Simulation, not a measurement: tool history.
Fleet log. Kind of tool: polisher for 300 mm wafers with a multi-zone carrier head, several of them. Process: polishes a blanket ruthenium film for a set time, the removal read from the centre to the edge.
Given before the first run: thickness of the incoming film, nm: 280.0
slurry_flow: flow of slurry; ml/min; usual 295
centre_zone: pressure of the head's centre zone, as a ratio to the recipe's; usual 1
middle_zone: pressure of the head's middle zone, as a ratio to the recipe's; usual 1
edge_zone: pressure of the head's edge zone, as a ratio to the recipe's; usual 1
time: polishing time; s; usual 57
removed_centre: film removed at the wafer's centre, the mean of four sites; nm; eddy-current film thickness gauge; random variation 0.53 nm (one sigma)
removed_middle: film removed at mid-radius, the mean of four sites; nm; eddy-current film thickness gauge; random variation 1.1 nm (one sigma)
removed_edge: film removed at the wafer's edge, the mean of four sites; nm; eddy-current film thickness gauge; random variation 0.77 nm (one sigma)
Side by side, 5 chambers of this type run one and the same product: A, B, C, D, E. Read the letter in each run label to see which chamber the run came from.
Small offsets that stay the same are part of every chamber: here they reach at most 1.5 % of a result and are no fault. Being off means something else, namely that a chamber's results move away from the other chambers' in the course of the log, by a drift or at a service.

run,hour,slurry_flow,centre_zone,middle_zone,edge_zone,time,removed_centre,removed_middle,removed_edge
# hour 8.8: chamber D: centre zone pressure recalibrated
1D,10,295,1,1,1,57,84.894,84.316,85.377
# hour 10.9: chamber D: slurry nozzle cleaned
2C,16.4,295,1,1,1,57,83.354,83.934,84.234
3B,26.1,295,1,1,1,57,83.048,83.426,85.525
# hour 30: chamber D: worn pad replaced by a new one
4A,36.6,295,1,1,1,57,85.093,84.058,84.39
5E,45.6,295,1,1,1,57,86.272,86.727,86.066
6E,53.2,395,1,1,1,57,87.07,87.503,86.02
# hour 58: chamber E: worn pad replaced by a new one
# hour 58.3: chamber B: worn pad replaced by a new one
# hour 65.1: chamber E: edge zone pressure recalibrated
7A,65.6,395,1,1,1,57,87.417,86.125,86.705
# hour 67.8: chamber A: worn pad replaced by a new one
8D,74.7,395,1,1,1,57,87.097,87.676,86.504
9B,84.5,395,1,1,1,57,86.629,87.591,86.72
# hour 89.3: chamber C: edge zone pressure recalibrated
# hour 91.7: chamber B: centre zone pressure recalibrated
# hour 94.8: chamber C: worn pad replaced by a new one
10C,95.3,395,1,1,1,57,85.882,88.634,85.49
11C,103.8,295,1,1.11,1,49,72.589,80.269,72.123
12D,111.7,295,1,1.11,1,49,72.53,81.374,73.077
13E,120.3,295,1,1.11,1,49,74.21,82.159,72.49
# hour 126.3: chamber D: worn pad replaced by a new one
14B,129.9,295,1,1.11,1,49,73.058,81.052,74.46
# hour 136.8: chamber E: worn pad replaced by a new one
# hour 140.3: chamber A: worn pad replaced by a new one
15A,143.3,295,1,1.11,1,49,73.375,79.532,73.403
16E,150.3,295,1,1,1,57,85.221,84.889,84.81
17D,157.2,295,1,1,1,57,85.494,84.862,84.482
# hour 163.2: chamber B: worn pad replaced by a new one
18B,171,295,1,1,1,57,84.232,85.165,85.444
19A,180.9,295,1,1,1,57,85.052,86.335,85.22
# hour 181.7: chamber A: centre zone pressure recalibrated
20C,194,295,1,1,1,57,84.146,84.446,84.42
21B,205.5,295,1,1,1,57,83.443,85.017,85.143
# hour 217.5: chamber C: worn pad replaced by a new one
22D,218,295,1.06,1.07,1,57,90.274,89.063,85.044
# hour 219.3: chamber A: worn pad replaced by a new one
23E,224.2,295,1.06,1.07,1,57,90.576,92.527,83.777
# hour 225.7: chamber D: worn pad replaced by a new one
# hour 230.7: chamber E: worn pad replaced by a new one
24C,237.9,295,1.06,1.07,1,57,89.356,89.932,84.993
25A,249.8,295,1.06,1.07,1,57,87.283,90.035,85.143
26B,256.4,295,1.06,1.07,1,57,89.614,88.825,84.216
27D,264,295,1,1.04,1,57,84.463,89.117,85.186
28C,271.8,295,1,1.04,1,57,83.534,90.418,84.431
# hour 272.1: chamber A: slurry nozzle cleaned
29E,282.2,295,1,1.04,1,57,84.727,89.919,84.539
# hour 286.4: chamber B: worn pad replaced by a new one
30A,296,295,1,1.04,1,57,81.203,87.653,84.939
31A,302.2,295,1,1.04,1,57,81.129,89.614,86.679
# hour 309.8: chamber A: worn pad replaced by a new one
32B,316.3,295,1,1,1,57,83.54,84.509,83.286
# hour 317.2: chamber E: slurry nozzle cleaned
# hour 323.2: chamber E: worn pad replaced by a new one
33D,327.5,295,1,1,1,57,84.591,84.452,84.998
# hour 329.9: chamber D: slurry nozzle cleaned
# hour 331.5: chamber D: worn pad replaced by a new one
34C,333.8,295,1,1,1,57,84.265,86.28,84.521
# hour 343.9: chamber C: worn pad replaced by a new one
35E,344.3,295,1,1,1,57,85.166,85.625,84.645
# hour 351.3: chamber E: centre zone pressure recalibrated
36E,354.3,295,1,1,1,57,85.913,84.959,84.513
37A,365.3,295,1,1,1,57,81.465,85.689,85.648
38D,372.6,295,1,1,1,57,84.536,83.511,85.032
# hour 377.7: chamber B: slurry nozzle cleaned
39C,384.2,295,1,1,1,57,84.251,84.635,84.815
# hour 391.2: chamber A: worn pad replaced by a new one
# hour 397.2: chamber E: worn pad replaced by a new one
40B,398,295,0.9,0.92,1,57,75.341,77.028,85.318
41A,405.1,295,0.9,0.92,1,57,72.405,79.63,86.551
42E,411.9,295,0.9,0.92,1,57,76.508,78.251,86.047
43D,419.4,295,0.9,0.92,1,57,75.494,78.23,84.507

What goes on in this fleet: one chamber off, a drifting gauge, or nothing beyond the chambers' own small offsets? Name the chamber and the cause, if any.

A service left chamber A off against the others.
What lies behind it: centre zone's pressure below its setpoint, % = 4.03.

Here are 4 candidates for chamber A's next run, each the usual settings with a change, their results left as question marks. Which one brings its results back in line with what the others give on the usual settings?
A result is in line if it is within this distance of the other chambers' mean on the usual settings: removed_centre 1.9 nm; removed_middle 3.9 nm; removed_edge 2.7 nm
44A-1,429.6,300,1.04,1,0.98,57,?,?,?
44A-2,429.6,300,1.07,1,0.97,57,?,?,?
44A-3,429.6,290,0.96,1,1.02,57,?,?,?
44A-4,429.6,290,0.93,1,1.03,57,?,?,?

Mean of the other chambers on the usual settings: removed_centre 84.704 nm; removed_middle 85.091 nm; removed_edge 84.771 nm
run,removed_centre,removed_middle,removed_edge
44A-1,84.92,85.2,84.434
44A-2,87.57,85.188,83.979
44A-3,77.56,84.943,86.032
44A-4,74.92,84.955,86.485
It is 44A-1 that realigns the chamber with its peers.
